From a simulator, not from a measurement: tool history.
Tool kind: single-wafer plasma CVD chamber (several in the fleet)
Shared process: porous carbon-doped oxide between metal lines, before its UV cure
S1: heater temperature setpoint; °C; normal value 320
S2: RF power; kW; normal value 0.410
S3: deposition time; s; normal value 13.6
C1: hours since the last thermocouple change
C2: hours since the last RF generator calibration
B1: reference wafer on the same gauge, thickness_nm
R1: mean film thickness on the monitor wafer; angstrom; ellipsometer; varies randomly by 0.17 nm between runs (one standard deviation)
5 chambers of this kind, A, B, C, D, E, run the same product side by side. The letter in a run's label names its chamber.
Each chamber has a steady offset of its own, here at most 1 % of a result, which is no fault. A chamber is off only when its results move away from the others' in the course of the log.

run	hour	S1	S2	S3	C1	C2	B1	R1
1A	5.4	320	0.410	13.6	1124.9	1128.9	49.391	593.55
2C	11.3	320	0.410	13.6	1159.1	244.5	49.405	588.93
3B	18.0	320	0.410	13.6	2794.8	1450.2	49.369	586.08
4D	26.0	320	0.410	13.6	1304.6	1073.8	49.381	582.71
5E	31.8	320	0.370	14.6	2173.3	1286.1	49.403	581.49
6C	39.0	320	0.370	14.6	1186.8	272.2	49.394	580.66
7E	44.3	320	0.370	14.6	2185.8	1298.6	49.406	581.58
8A	52.6	320	0.370	14.6	1172.1	1176.1	49.427	586.36
9B	57.4	320	0.370	14.6	2834.2	1489.6	49.399	580.46
10D	61.8	320	0.410	13.6	1340.4	1109.6	49.376	584.82
11E	66.4	320	0.410	13.6	2207.9	1320.7	49.404	585.29
12D	73.7	320	0.410	13.6	1352.3	1121.5	49.403	581.91
13C	79.2	320	0.410	13.6	1227.0	312.4	49.402	589.61
14B	86.9	320	0.410	13.6	2863.7	1519.1	49.408	585.13
15A	95.5	320	0.410	13.6	1215.0	1219.0	49.419	593.97
# hour 100.8: chamber E: thermocouple changed; heater temperature recalibrated
# hour 103.0: chamber B: thermocouple changed; heater temperature recalibrated
16B	103.6	320	0.410	13.6	0.6	1535.8	49.389	587.68
17C	107.9	320	0.410	13.6	1255.7	341.1	49.410	591.16
18D	112.1	320	0.410	13.6	1390.7	1159.9	49.419	584.95
19E	120.5	320	0.410	13.6	19.7	1374.8	49.425	606.26
20A	127.8	320	0.410	13.6	1247.3	1251.3	49.388	593.96
21C	132.7	308	0.410	15.4	1280.5	365.9	49.429	708.24
22D	140.3	308	0.410	15.4	1418.9	1188.1	49.402	700.80
23B	148.1	308	0.410	15.4	45.1	1580.3	49.391	707.12
24E	156.6	308	0.410	15.4	55.8	1410.9	49.395	726.44
25A	165.0	308	0.410	15.4	1284.5	1288.5	49.395	709.30
26A	170.9	314	0.340	13.6	1290.4	1294.4	49.401	531.53
27C	179.5	314	0.340	13.6	1327.3	412.7	49.419	524.48
28E	186.3	314	0.340	13.6	85.5	1440.6	49.388	539.28
29B	194.2	314	0.340	13.6	91.2	1626.4	49.359	520.31
30D	200.6	314	0.340	13.6	1479.2	1248.4	49.416	518.44
31E	205.3	329	0.355	13.6	104.5	1459.6	49.408	514.21
32B	210.4	329	0.355	13.6	107.4	1642.6	49.398	498.75
33D	217.6	329	0.355	13.6	1496.2	1265.4	49.403	499.33
34C	222.8	329	0.355	13.6	1370.6	456.0	49.385	502.66
35A	228.6	329	0.355	13.6	1348.1	1352.1	49.403	506.36
36A	233.3	320	0.410	13.6	1352.8	1356.8	49.405	593.18
37B	237.6	320	0.410	13.6	134.6	1669.8	49.383	586.70
38C	244.5	320	0.410	13.6	1392.3	477.7	49.423	591.12

Has any chamber moved away from the others, gradually or after a service, or does the common gauge drift, or do the chambers differ only by their own small steady offsets? State the chamber and the most likely cause if one applies.

A service left chamber E off against the others.
Likeliest cause: wafer temperature below the value expected at the setpoint (K) = 5.16.

Here are 4 candidates for chamber E's next run, each the usual settings with a change, their results left as question marks. Which one brings its results back in line with what the others give on the usual settings?
Counts as in line when no further than this from what the other chambers average on the usual settings: R1 5.80 angstrom
39E-1	250.8	312	0.410	13.6				?
39E-2	250.8	320	0.400	13.6				?
39E-3	250.8	320	0.420	13.6				?
39E-4	250.8	321	0.405	13.3				?

On the usual settings, the other chambers give on average: R1 588.51 angstrom
run	R1
39E-1	629.05
39E-2	591.55
39E-3	614.06
39E-4	581.47
39E-2 brings the chamber back in line.

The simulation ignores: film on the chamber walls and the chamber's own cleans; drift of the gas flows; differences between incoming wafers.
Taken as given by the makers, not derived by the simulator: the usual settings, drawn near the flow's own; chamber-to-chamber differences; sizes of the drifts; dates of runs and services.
